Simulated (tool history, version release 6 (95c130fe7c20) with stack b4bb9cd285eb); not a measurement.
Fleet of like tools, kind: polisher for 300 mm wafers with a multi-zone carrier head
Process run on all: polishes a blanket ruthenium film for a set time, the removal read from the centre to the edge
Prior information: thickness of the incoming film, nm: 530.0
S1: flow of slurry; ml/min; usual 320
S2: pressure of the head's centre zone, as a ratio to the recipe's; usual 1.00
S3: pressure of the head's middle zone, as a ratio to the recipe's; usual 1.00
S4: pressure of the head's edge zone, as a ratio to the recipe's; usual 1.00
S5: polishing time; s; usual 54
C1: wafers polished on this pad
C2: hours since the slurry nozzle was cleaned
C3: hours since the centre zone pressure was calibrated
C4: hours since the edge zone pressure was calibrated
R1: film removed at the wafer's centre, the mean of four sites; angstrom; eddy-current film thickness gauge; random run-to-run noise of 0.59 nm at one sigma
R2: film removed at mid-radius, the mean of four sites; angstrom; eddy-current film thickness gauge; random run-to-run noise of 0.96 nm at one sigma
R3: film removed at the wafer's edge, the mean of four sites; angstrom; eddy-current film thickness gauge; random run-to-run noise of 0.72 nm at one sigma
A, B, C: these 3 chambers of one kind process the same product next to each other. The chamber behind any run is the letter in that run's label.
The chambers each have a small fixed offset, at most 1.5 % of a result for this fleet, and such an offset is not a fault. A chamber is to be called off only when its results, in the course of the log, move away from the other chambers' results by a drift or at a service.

Run 1B, day 0.262: usual settings; C1 263; C2 238.0; C3 346.2; C4 267.1. Result: R1 697.24 angstrom, R2 699.97 angstrom, R3 686.62 angstrom.
Run 2A, day 0.633: usual settings; C1 375; C2 201.6; C3 342.4; C4 465.2. Result: R1 708.68 angstrom, R2 693.43 angstrom, R3 688.94 angstrom.
Run 3C, day 1.158: usual settings; C1 961; C2 520.7; C3 272.8; C4 291.3. Result: R1 695.12 angstrom, R2 693.08 angstrom, R3 695.54 angstrom.
At day 1.379: chamber C: worn pad replaced by a new one.
Run 4C, day 1.567: usual settings; C1 67; C2 530.5; C3 282.6; C4 301.1. Result: R1 685.56 angstrom, R2 671.19 angstrom, R3 702.48 angstrom.
At day 1.688: chamber B: slurry nozzle cleaned.
At day 1.771: chamber A: slurry nozzle cleaned.
Run 5B, day 1.858: usual settings; C1 836; C2 4.1; C3 384.5; C4 305.4. Result: R1 685.87 angstrom, R2 714.94 angstrom, R3 695.01 angstrom.
Run 6A, day 2.246: usual settings; C1 953; C2 11.5; C3 381.1; C4 503.9. Result: R1 696.54 angstrom, R2 705.35 angstrom, R3 700.33 angstrom.
At day 2.425: chamber B: worn pad replaced by a new one.
Run 7B, day 2.504: usual settings; C1 29; C2 19.6; C3 400.0; C4 320.9. Result: R1 682.38 angstrom, R2 711.42 angstrom, R3 694.96 angstrom.
Run 8C, day 2.908: usual settings but S1 360 ml/min; C1 549; C2 562.7; C3 314.8; C4 333.3. Result: R1 711.68 angstrom, R2 708.13 angstrom, R3 708.63 angstrom.
At day 3.233: chamber A: worn pad replaced by a new one.
Run 9A, day 3.308: usual settings but S1 360 ml/min; C1 27; C2 37.0; C3 406.6; C4 529.4. Result: R1 701.29 angstrom, R2 699.04 angstrom, R3 705.43 angstrom.
Run 10C, day 3.762: usual settings but S1 360 ml/min; C1 855; C2 583.2; C3 335.3; C4 353.8. Result: R1 694.57 angstrom, R2 697.46 angstrom, R3 720.85 angstrom.
At day 4.175: chamber C: worn pad replaced by a new one.
Run 11B, day 4.225: usual settings; C1 646; C2 60.9; C3 441.3; C4 362.2. Result: R1 698.01 angstrom, R2 705.89 angstrom, R3 696.29 angstrom.
Run 12A, day 4.629: usual settings; C1 501; C2 68.7; C3 438.3; C4 561.1. Result: R1 701.51 angstrom, R2 705.60 angstrom, R3 690.06 angstrom.
At day 5.083: chamber B: worn pad replaced by a new one.
Run 13B, day 5.112: usual settings but S3 0.92, S4 0.91; C1 10; C2 82.2; C3 462.6; C4 383.5. Result: R1 693.83 angstrom, R2 647.90 angstrom, R3 662.52 angstrom.
Run 14A, day 5.412: usual settings but S3 0.92, S4 0.91; C1 782; C2 87.5; C3 457.1; C4 579.9. Result: R1 712.76 angstrom, R2 664.60 angstrom, R3 659.98 angstrom.
Run 15C, day 5.775: usual settings but S3 0.92, S4 0.91; C1 574; C2 631.5; C3 383.6; C4 402.1. Result: R1 689.46 angstrom, R2 662.86 angstrom, R3 659.69 angstrom.
Run 16C, day 6.112: usual settings; C1 695; C2 639.6; C3 391.7; C4 410.2. Result: R1 697.32 angstrom, R2 674.73 angstrom, R3 696.15 angstrom.
Run 17A, day 6.521: usual settings; C1 1179; C2 114.1; C3 483.7; C4 606.5. Result: R1 719.18 angstrom, R2 724.35 angstrom, R3 697.81 angstrom.
Run 18B, day 6.888: usual settings but S1 375 ml/min; C1 647; C2 124.8; C3 505.2; C4 426.1. Result: R1 693.35 angstrom, R2 711.99 angstrom, R3 700.35 angstrom.
At day 6.958: chamber C: worn pad replaced by a new one.
At day 7.021: chamber A: worn pad replaced by a new one.
At day 7.342: chamber C: slurry nozzle cleaned.
Run 19B, day 7.442: usual settings but S1 375 ml/min; C1 846; C2 138.1; C3 518.5; C4 439.4. Result: R1 699.29 angstrom, R2 713.38 angstrom, R3 712.84 angstrom.
At day 7.708: chamber B: worn pad replaced by a new one.
Run 20C, day 7.883: usual settings but S1 375 ml/min; C1 332; C2 13.1; C3 434.2; C4 452.7. Result: R1 704.16 angstrom, R2 731.65 angstrom, R3 713.99 angstrom.
Run 21A, day 8.429: usual settings; C1 505; C2 159.9; C3 529.5; C4 652.3. Result: R1 730.14 angstrom, R2 709.37 angstrom, R3 679.78 angstrom.
Run 22C, day 8.975: usual settings; C1 724; C2 39.3; C3 460.4; C4 478.9. Result: R1 691.09 angstrom, R2 696.03 angstrom, R3 699.86 angstrom.
Run 23B, day 9.392: usual settings; C1 604; C2 184.9; C3 565.3; C4 486.2. Result: R1 686.99 angstrom, R2 706.92 angstrom, R3 695.67 angstrom.
Run 24A, day 9.733: usual settings; C1 973; C2 191.2; C3 560.8; C4 683.6. Result: R1 742.51 angstrom, R2 705.40 angstrom, R3 692.10 angstrom.
Run 25A, day 10.162: usual settings; C1 1127; C2 201.5; C3 571.1; C4 693.9. Result: R1 738.33 angstrom, R2 701.21 angstrom, R3 699.35 angstrom.
At day 10.217: chamber C: centre zone pressure recalibrated.
At day 10.254: chamber C: worn pad replaced by a new one.
At day 10.267: chamber B: worn pad replaced by a new one.
At day 10.533: chamber A: slurry nozzle cleaned.
Run 26C, day 10.592: usual settings but S1 265 ml/min, S4 0.91; C1 121; C2 78.1; C3 9.1; C4 517.7. Result: R1 684.18 angstrom, R2 697.47 angstrom, R3 650.97 angstrom.
Run 27B, day 10.850: usual settings but S1 265 ml/min, S4 0.91; C1 209; C2 219.9; C3 600.3; C4 521.2. Result: R1 683.15 angstrom, R2 694.29 angstrom, R3 648.00 angstrom.
At day 10.896: chamber A: worn pad replaced by a new one.
Run 28B, day 11.129: usual settings but S1 265 ml/min, S4 0.91; C1 310; C2 226.6; C3 607.0; C4 527.9. Result: R1 673.11 angstrom, R2 695.26 angstrom, R3 650.36 angstrom.
Run 29C, day 11.583: usual settings but S1 260 ml/min, S4 1.06; C1 476; C2 101.9; C3 32.9; C4 541.5. Result: R1 682.48 angstrom, R2 675.11 angstrom, R3 706.01 angstrom.
Run 30A, day 12.108: usual settings but S1 260 ml/min, S4 1.06; C1 435; C2 37.9; C3 617.8; C4 740.6. Result: R1 731.43 angstrom, R2 701.85 angstrom, R3 710.82 angstrom.
Run 31A, day 12.533: usual settings but S1 260 ml/min, S4 1.06; C1 588; C2 48.1; C3 628.0; C4 750.8. Result: R1 740.21 angstrom, R2 714.11 angstrom, R3 715.00 angstrom.
At day 12.854: chamber B: worn pad replaced by a new one.
Run 32B, day 13.025: usual settings; C1 61; C2 272.1; C3 652.5; C4 573.4. Result: R1 693.72 angstrom, R2 707.50 angstrom, R3 695.44 angstrom.
At day 13.183: chamber C: worn pad replaced by a new one.
Run 33C, day 13.550: usual settings; C1 132; C2 149.1; C3 80.1; C4 588.7. Result: R1 698.26 angstrom, R2 697.60 angstrom, R3 713.39 angstrom.
Run 34C, day 13.971: usual settings; C1 283; C2 159.2; C3 90.2; C4 598.8. Result: R1 699.72 angstrom, R2 685.46 angstrom, R3 690.97 angstrom.
Run 35A, day 14.429: usual settings; C1 1268; C2 93.6; C3 673.5; C4 796.3. Result: R1 774.68 angstrom, R2 725.11 angstrom, R3 692.64 angstrom.

Has any chamber moved away from the others, gradually or after a service, or does the common gauge drift, or do the chambers differ only by their own small steady offsets? State the chamber and the most likely cause if one applies.

It is chamber A that slowly wanders off from its peers.
Most likely cause: centre zone's pressure above its setpoint, % = 10.

Below are 4 candidate recipes for chamber A's next run, each the usual settings with a change, their results shown as question marks. Which of them brings A's results back in line with what the other chambers give on the usual settings?
In line here means within this much of the mean the other chambers give on the usual settings: R1 21.00 angstrom; R2 34.00 angstrom; R3 25.00 angstrom
Run 36A-1, day 14.825: usual settings but S1 330 ml/min, S2 1.17, S3 0.98, S4 0.93, S5 56 s. Result: R1 ?, R2 ?, R3 ?.
Run 36A-2, day 14.825: usual settings but S1 310 ml/min, S2 0.84, S3 1.02, S4 1.06, S5 53 s. Result: R1 ?, R2 ?, R3 ?.
Run 36A-3, day 14.825: usual settings but S1 325 ml/min, S2 1.09, S3 0.99, S4 0.97, S5 55 s. Result: R1 ?, R2 ?, R3 ?.
Run 36A-4, day 14.825: usual settings but S1 315 ml/min, S2 0.91, S3 1.01, S4 1.03, S5 53 s. Result: R1 ?, R2 ?, R3 ?.

The other chambers' mean on the usual settings: R1 693.67 angstrom; R2 702.83 angstrom; R3 699.03 angstrom
  run      R1      R2      R3
36A-1  965.48  725.01  699.57
36A-2  630.12  709.24  706.17
36A-3  876.59  718.09  701.45
36A-4  690.21  703.59  696.16
The right change is 36A-4: it brings the chamber back within the allowed miss of the others.
